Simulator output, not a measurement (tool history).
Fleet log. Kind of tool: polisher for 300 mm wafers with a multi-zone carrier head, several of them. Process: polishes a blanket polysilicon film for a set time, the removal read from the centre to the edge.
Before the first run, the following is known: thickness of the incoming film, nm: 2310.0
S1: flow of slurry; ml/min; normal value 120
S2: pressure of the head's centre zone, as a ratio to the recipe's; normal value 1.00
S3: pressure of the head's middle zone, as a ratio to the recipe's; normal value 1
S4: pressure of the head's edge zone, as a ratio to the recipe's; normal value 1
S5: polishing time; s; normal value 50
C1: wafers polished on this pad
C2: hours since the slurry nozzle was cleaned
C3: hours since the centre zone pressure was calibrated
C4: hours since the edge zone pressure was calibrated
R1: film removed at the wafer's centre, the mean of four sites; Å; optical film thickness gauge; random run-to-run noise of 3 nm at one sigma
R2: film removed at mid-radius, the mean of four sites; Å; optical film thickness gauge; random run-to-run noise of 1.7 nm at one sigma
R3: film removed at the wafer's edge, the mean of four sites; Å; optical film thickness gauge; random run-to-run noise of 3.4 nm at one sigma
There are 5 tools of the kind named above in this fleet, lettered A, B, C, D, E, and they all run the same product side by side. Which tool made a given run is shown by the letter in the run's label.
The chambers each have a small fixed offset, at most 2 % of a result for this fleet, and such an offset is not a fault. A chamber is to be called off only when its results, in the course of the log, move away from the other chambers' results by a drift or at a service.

-- day=0.142 chamber B: worn pad replaced by a new one
run 1A day=0.262 | S1=120 S2=1.00 S3=1 S4=1 S5=50 | C1=1295 C2=146.7 C3=156.4 C4=385.0 | R1=2464.4 R2=2441.5 R3=2464.8
-- day=0.379 chamber A: worn pad replaced by a new one
run 2B day=0.471 | S1=120 S2=1.00 S3=1 S4=1 S5=50 | C1=109 C2=199.7 C3=74.4 C4=1012.9 | R1=2355.7 R2=2481.0 R3=2473.3
-- day=0.604 chamber E: worn pad replaced by a new one
run 3E day=0.758 | S1=120 S2=1.00 S3=1 S4=1 S5=50 | C1=50 C2=179.1 C3=310.7 C4=197.2 | R1=2498.8 R2=2464.1 R3=2491.9
run 4C day=0.950 | S1=120 S2=1.00 S3=1 S4=1 S5=50 | C1=379 C2=529.8 C3=1046.1 C4=140.7 | R1=2441.3 R2=2467.5 R3=2352.6
run 5D day=1.200 | S1=120 S2=1.00 S3=1 S4=1 S5=50 | C1=778 C2=520.1 C3=165.7 C4=965.9 | R1=2494.1 R2=2414.5 R3=2437.8
run 6D day=1.508 | S1=120 S2=1.00 S3=1 S4=1 S5=50 | C1=880 C2=527.5 C3=173.1 C4=973.3 | R1=2494.2 R2=2473.7 R3=2493.9
-- day=1.571 chamber D: worn pad replaced by a new one
run 7A day=1.708 | S1=120 S2=1.00 S3=1 S4=1 S5=50 | C1=437 C2=181.4 C3=191.1 C4=419.7 | R1=2464.6 R2=2437.0 R3=2483.2
run 8C day=1.992 | S1=120 S2=1.00 S3=1 S4=1 S5=50 | C1=722 C2=554.8 C3=1071.1 C4=165.7 | R1=2474.2 R2=2459.3 R3=2342.3
-- day=2.175 chamber C: worn pad replaced by a new one
run 9B day=2.262 | S1=145 S2=0.95 S3=1 S4=1 S5=50 | C1=698 C2=242.7 C3=117.4 C4=1055.9 | R1=2397.1 R2=2564.2 R3=2547.7
run 10E day=2.512 | S1=145 S2=0.95 S3=1 S4=1 S5=50 | C1=627 C2=221.2 C3=352.8 C4=239.3 | R1=2444.1 R2=2561.3 R3=2474.7
run 11D day=2.662 | S1=145 S2=0.95 S3=1 S4=1 S5=50 | C1=359 C2=555.2 C3=200.8 C4=1001.0 | R1=2443.1 R2=2569.0 R3=2490.9
-- day=2.829 chamber E: worn pad replaced by a new one
-- day=2.938 chamber B: edge zone pressure recalibrated
run 12C day=2.950 | S1=145 S2=0.95 S3=1 S4=1 S5=50 | C1=255 C2=577.8 C3=1094.1 C4=188.7 | R1=2480.4 R2=2579.2 R3=2530.0
run 13B day=3.208 | S1=145 S2=0.95 S3=1 S4=1 S5=50 | C1=1009 C2=265.4 C3=140.1 C4=6.5 | R1=2368.0 R2=2545.1 R3=2583.4
-- day=3.296 chamber B: worn pad replaced by a new one
-- day=3.333 chamber D: edge zone pressure recalibrated
run 14A day=3.454 | S1=120 S2=1.00 S3=1 S4=1 S5=50 | C1=1011 C2=223.3 C3=233.0 C4=461.6 | R1=2485.8 R2=2476.3 R3=2455.0
run 15E day=3.679 | S1=120 S2=1.00 S3=1 S4=1 S5=50 | C1=280 C2=249.2 C3=380.8 C4=267.3 | R1=2509.1 R2=2450.3 R3=2543.5
run 16D day=3.900 | S1=120 S2=1.00 S3=1 S4=1 S5=50 | C1=766 C2=584.9 C3=230.5 C4=13.7 | R1=2468.4 R2=2446.1 R3=2373.6
-- day=4.038 chamber A: worn pad replaced by a new one
run 17B day=4.108 | S1=120 S2=1.00 S3=1 S4=1 S5=50 | C1=268 C2=287.0 C3=161.7 C4=28.1 | R1=2396.9 R2=2486.7 R3=2523.2
-- day=4.321 chamber D: worn pad replaced by a new one
-- day=4.350 chamber C: worn pad replaced by a new one
run 18C day=4.383 | S1=120 S2=1.00 S3=1 S4=1 S5=50 | C1=11 C2=612.2 C3=1128.5 C4=223.1 | R1=2539.6 R2=2485.1 R3=2447.5
run 19E day=4.538 | S1=120 S2=1.00 S3=1 S4=1 S5=50 | C1=562 C2=269.8 C3=401.4 C4=287.9 | R1=2441.8 R2=2477.1 R3=2492.2
run 20A day=4.683 | S1=120 S2=1.00 S3=1 S4=1 S5=50 | C1=213 C2=252.8 C3=262.5 C4=491.1 | R1=2455.8 R2=2459.2 R3=2376.4
run 21E day=4.850 | S1=120 S2=1.00 S3=1 S4=1 S5=50 | C1=665 C2=277.3 C3=408.9 C4=295.4 | R1=2424.0 R2=2444.5 R3=2530.2
run 22C day=5.100 | S1=120 S2=1.00 S3=1 S4=1 S5=50 | C1=247 C2=629.4 C3=1145.7 C4=240.3 | R1=2421.5 R2=2412.8 R3=2404.8
-- day=5.192 chamber E: worn pad replaced by a new one
-- day=5.271 chamber A: slurry nozzle cleaned
run 23B day=5.412 | S1=120 S2=1.00 S3=1 S4=1 S5=50 | C1=697 C2=318.3 C3=193.0 C4=59.4 | R1=2454.5 R2=2457.0 R3=2435.2
run 24D day=5.692 | S1=120 S2=1.00 S3=1 S4=1 S5=50 | C1=451 C2=627.9 C3=273.5 C4=56.7 | R1=2512.5 R2=2467.5 R3=2465.1
run 25A day=5.871 | S1=120 S2=1.00 S3=1 S4=1 S5=50 | C1=603 C2=14.4 C3=291.0 C4=519.6 | R1=2430.4 R2=2436.1 R3=2457.1
-- day=6.062 chamber B: worn pad replaced by a new one
run 26D day=6.062 | S1=120 S2=1.00 S3=1 S4=1 S5=50 | C1=573 C2=636.8 C3=282.4 C4=65.6 | R1=2456.8 R2=2450.5 R3=2447.9
run 27E day=6.388 | S1=120 S2=1.00 S3=1 S4=1 S5=50 | C1=394 C2=314.2 C3=445.8 C4=332.3 | R1=2381.2 R2=2437.2 R3=2499.7
run 28A day=6.671 | S1=120 S2=1.09 S3=1 S4=1 S5=43 | C1=866 C2=33.6 C3=310.2 C4=538.8 | R1=2293.3 R2=2123.9 R3=2115.1
-- day=6.883 chamber C: worn pad replaced by a new one
-- day=6.933 chamber D: worn pad replaced by a new one
run 29B day=6.958 | S1=120 S2=1.09 S3=1 S4=1 S5=43 | C1=295 C2=355.4 C3=230.1 C4=96.5 | R1=2236.1 R2=2117.2 R3=2102.9
run 30C day=7.183 | S1=120 S2=1.09 S3=1 S4=1 S5=43 | C1=98 C2=679.4 C3=1195.7 C4=290.3 | R1=2299.2 R2=2118.1 R3=2091.6
-- day=7.208 chamber E: worn pad replaced by a new one
run 31A day=7.433 | S1=120 S2=1.09 S3=1 S4=1 S5=43 | C1=1117 C2=51.9 C3=328.5 C4=557.1 | R1=2340.3 R2=2089.2 R3=2059.2
run 32C day=7.600 | S1=120 S2=1.09 S3=1 S4=1 S5=43 | C1=235 C2=689.4 C3=1205.7 C4=300.3 | R1=2274.9 R2=2108.4 R3=2109.1
run 33D day=7.867 | S1=120 S2=1.00 S3=1 S4=1 S5=50 | C1=307 C2=680.1 C3=325.7 C4=108.9 | R1=2487.5 R2=2462.7 R3=2463.6
run 34E day=8.075 | S1=120 S2=1.00 S3=1 S4=1 S5=50 | C1=285 C2=354.7 C3=486.3 C4=372.8 | R1=2249.9 R2=2446.7 R3=2463.2
run 35B day=8.246 | S1=120 S2=1.00 S3=1 S4=1 S5=50 | C1=718 C2=386.3 C3=261.0 C4=127.4 | R1=2406.4 R2=2441.1 R3=2475.4

All 5 chambers run these settings next. Forecast each chamber's results:
run 36A day=8.483 | S1=145 S2=1.00 S3=1 S4=1 S5=50 | R1=? R2=? R3=?
run 36B day=8.483 | S1=145 S2=1.00 S3=1 S4=1 S5=50 | R1=? R2=? R3=?
run 36C day=8.483 | S1=145 S2=1.00 S3=1 S4=1 S5=50 | R1=? R2=? R3=?
run 36D day=8.483 | S1=145 S2=1.00 S3=1 S4=1 S5=50 | R1=? R2=? R3=?
run 36E day=8.483 | S1=145 S2=1.00 S3=1 S4=1 S5=50 | R1=? R2=? R3=?

run=36A R1=2518.5 R2=2566.6 R3=2483.4
run=36B R1=2522.2 R2=2535.5 R3=2544.4
run=36C R1=2640.3 R2=2576.4 R3=2547.4
run=36D R1=2537.7 R2=2534.7 R3=2508.9
run=36E R1=2360.8 R2=2568.1 R3=2592.5
